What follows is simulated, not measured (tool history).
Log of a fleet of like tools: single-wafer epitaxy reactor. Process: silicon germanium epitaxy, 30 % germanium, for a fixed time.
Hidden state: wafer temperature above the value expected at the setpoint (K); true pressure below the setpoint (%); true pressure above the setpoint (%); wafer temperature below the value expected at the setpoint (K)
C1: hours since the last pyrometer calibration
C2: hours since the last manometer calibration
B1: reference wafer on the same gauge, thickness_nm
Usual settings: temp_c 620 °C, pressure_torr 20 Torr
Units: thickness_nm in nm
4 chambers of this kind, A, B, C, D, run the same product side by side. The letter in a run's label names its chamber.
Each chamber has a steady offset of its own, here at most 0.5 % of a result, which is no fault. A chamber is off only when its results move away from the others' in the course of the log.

{"run": "1C", "hour": 10.9, "temp_c": 620, "pressure_torr": 20, "C1": 434, "C2": 1987.5, "B1": 89.111, "thickness_nm": 83.991}
{"run": "2D", "hour": 19.3, "temp_c": 620, "pressure_torr": 20, "C1": 248.2, "C2": 1290.5, "B1": 89.078, "thickness_nm": 84.891}
{"run": "3A", "hour": 26.5, "temp_c": 620, "pressure_torr": 20, "C1": 1797.9, "C2": 748.2, "B1": 89.055, "thickness_nm": 83.809}
{"run": "4B", "hour": 34.0, "temp_c": 620, "pressure_torr": 20, "C1": 1045.7, "C2": 523.3, "B1": 89.135, "thickness_nm": 84.397}
{"run": "5C", "hour": 42.3, "temp_c": 609, "pressure_torr": 15.9, "C1": 465.4, "C2": 2018.9, "B1": 89.085, "thickness_nm": 63.031}
{"run": "6D", "hour": 54.1, "temp_c": 609, "pressure_torr": 15.9, "C1": 283, "C2": 1325.3, "B1": 89.07, "thickness_nm": 63.159}
{"run": "7B", "hour": 63.8, "temp_c": 609, "pressure_torr": 15.9, "C1": 1075.5, "C2": 553.1, "B1": 89.128, "thickness_nm": 63.541}
{"run": "8A", "hour": 73.0, "temp_c": 609, "pressure_torr": 15.9, "C1": 1844.4, "C2": 794.7, "B1": 89.141, "thickness_nm": 62.924}
{"run": "9B", "hour": 81.2, "temp_c": 615, "pressure_torr": 18.5, "C1": 1092.9, "C2": 570.5, "B1": 89.085, "thickness_nm": 75.108}
{"run": "10C", "hour": 89.0, "temp_c": 615, "pressure_torr": 18.5, "C1": 512.1, "C2": 2065.6, "B1": 89.207, "thickness_nm": 74.466}
{"run": "11A", "hour": 95.2, "temp_c": 615, "pressure_torr": 18.5, "C1": 1866.6, "C2": 816.9, "B1": 89.054, "thickness_nm": 74.439}
{"run": "12D", "hour": 101.8, "temp_c": 615, "pressure_torr": 18.5, "C1": 330.7, "C2": 1373, "B1": 89.128, "thickness_nm": 73.725}
{"run": "13B", "hour": 108.8, "temp_c": 620, "pressure_torr": 20, "C1": 1120.5, "C2": 598.1, "B1": 89.139, "thickness_nm": 84.395}
{"run": "14A", "hour": 120.8, "temp_c": 620, "pressure_torr": 20, "C1": 1892.2, "C2": 842.5, "B1": 89.016, "thickness_nm": 84.07}
{"run": "15C", "hour": 128.6, "temp_c": 620, "pressure_torr": 20, "C1": 551.7, "C2": 2105.2, "B1": 89.17, "thickness_nm": 84.04}
{"run": "16D", "hour": 140.7, "temp_c": 620, "pressure_torr": 20, "C1": 369.6, "C2": 1411.9, "B1": 89.076, "thickness_nm": 83.408}
{"run": "17D", "hour": 151.3, "temp_c": 620, "pressure_torr": 20, "C1": 380.2, "C2": 1422.5, "B1": 89.2, "thickness_nm": 83.347}
{"run": "18C", "hour": 157.3, "temp_c": 620, "pressure_torr": 20, "C1": 580.4, "C2": 2133.9, "B1": 89.134, "thickness_nm": 84.118}
{"run": "19B", "hour": 164.2, "temp_c": 620, "pressure_torr": 20, "C1": 1175.9, "C2": 653.5, "B1": 89.08, "thickness_nm": 83.76}
{"run": "20A", "hour": 173.2, "temp_c": 611, "pressure_torr": 20, "C1": 1944.6, "C2": 894.9, "B1": 89.187, "thickness_nm": 71.397}
{"run": "21A", "hour": 184.1, "temp_c": 611, "pressure_torr": 20, "C1": 1955.5, "C2": 905.8, "B1": 89.048, "thickness_nm": 71.886}
{"run": "22D", "hour": 192.2, "temp_c": 611, "pressure_torr": 20, "C1": 421.1, "C2": 1463.4, "B1": 89.077, "thickness_nm": 70.439}
{"run": "23B", "hour": 200.6, "temp_c": 611, "pressure_torr": 20, "C1": 1212.3, "C2": 689.9, "B1": 89.128, "thickness_nm": 72.018}
{"run": "24C", "hour": 210.3, "temp_c": 620, "pressure_torr": 20, "C1": 633.4, "C2": 2186.9, "B1": 89.087, "thickness_nm": 84.408}
{"run": "25C", "hour": 217.9, "temp_c": 620, "pressure_torr": 20, "C1": 641, "C2": 2194.5, "B1": 89.175, "thickness_nm": 84.557}
{"run": "26A", "hour": 228.2, "temp_c": 620, "pressure_torr": 20, "C1": 1999.6, "C2": 949.9, "B1": 89.083, "thickness_nm": 83.817}
{"run": "27D", "hour": 238.1, "temp_c": 620, "pressure_torr": 20, "C1": 467, "C2": 1509.3, "B1": 89.167, "thickness_nm": 82.26}
{"run": "28B", "hour": 246.3, "temp_c": 620, "pressure_torr": 20, "C1": 1258, "C2": 735.6, "B1": 89.135, "thickness_nm": 84.526}
{"run": "29C", "hour": 257.4, "temp_c": 620, "pressure_torr": 20, "C1": 680.5, "C2": 2234, "B1": 89.163, "thickness_nm": 83.907}
{"run": "30D", "hour": 264.7, "temp_c": 620, "pressure_torr": 20, "C1": 493.6, "C2": 1535.9, "B1": 89.09, "thickness_nm": 82.297}
{"run": "31B", "hour": 270.8, "temp_c": 620, "pressure_torr": 20, "C1": 1282.5, "C2": 760.1, "B1": 89.152, "thickness_nm": 84.942}
{"run": "32A", "hour": 281.8, "temp_c": 620, "pressure_torr": 20, "C1": 2053.2, "C2": 1003.5, "B1": 89.094, "thickness_nm": 83.882}
{"run": "33A", "hour": 291.0, "temp_c": 633, "pressure_torr": 23.4, "C1": 2062.4, "C2": 1012.7, "B1": 89.102, "thickness_nm": 111.89}
{"run": "34D", "hour": 299.9, "temp_c": 633, "pressure_torr": 23.4, "C1": 528.8, "C2": 1571.1, "B1": 89.137, "thickness_nm": 108.89}
{"run": "35B", "hour": 311.0, "temp_c": 633, "pressure_torr": 23.4, "C1": 1322.7, "C2": 800.3, "B1": 89.07, "thickness_nm": 112.37}
{"run": "36C", "hour": 322.7, "temp_c": 633, "pressure_torr": 23.4, "C1": 745.8, "C2": 2299.3, "B1": 89.101, "thickness_nm": 111.39}
{"run": "37D", "hour": 331.6, "temp_c": 620, "pressure_torr": 20, "C1": 560.5, "C2": 1602.8, "B1": 89.137, "thickness_nm": 81.335}

Is one chamber off against the others, does the gauge drift, or is nothing wrong? If a chamber is off, say which, and what the likeliest cause is.

Chamber D drifts away from the others.
Cause: wafer temperature below the value expected at the setpoint (K) = 2.56.

Here are 4 candidates for chamber D's next run, each the usual settings with a change, their results left as question marks. Which one brings its results back in line with what the others give on the usual settings?
In line means no further than this from the other chambers' mean on the usual settings: thickness_nm 0.98 nm
{"run": "38D-1", "hour": 340.4, "temp_c": 618, "pressure_torr": 19.8, "thickness_nm": "?"}
{"run": "38D-2", "hour": 340.4, "temp_c": 620, "pressure_torr": 20.8, "thickness_nm": "?"}
{"run": "38D-3", "hour": 340.4, "temp_c": 619, "pressure_torr": 20, "thickness_nm": "?"}
{"run": "38D-4", "hour": 340.4, "temp_c": 622, "pressure_torr": 20.2, "thickness_nm": "?"}

The other chambers' mean on the usual settings: thickness_nm 84.053 nm
run=38D-1 thickness_nm=77.781
run=38D-2 thickness_nm=82.199
run=38D-3 thickness_nm=79.501
run=38D-4 thickness_nm=84.193
38D-4 brings the chamber back in line.
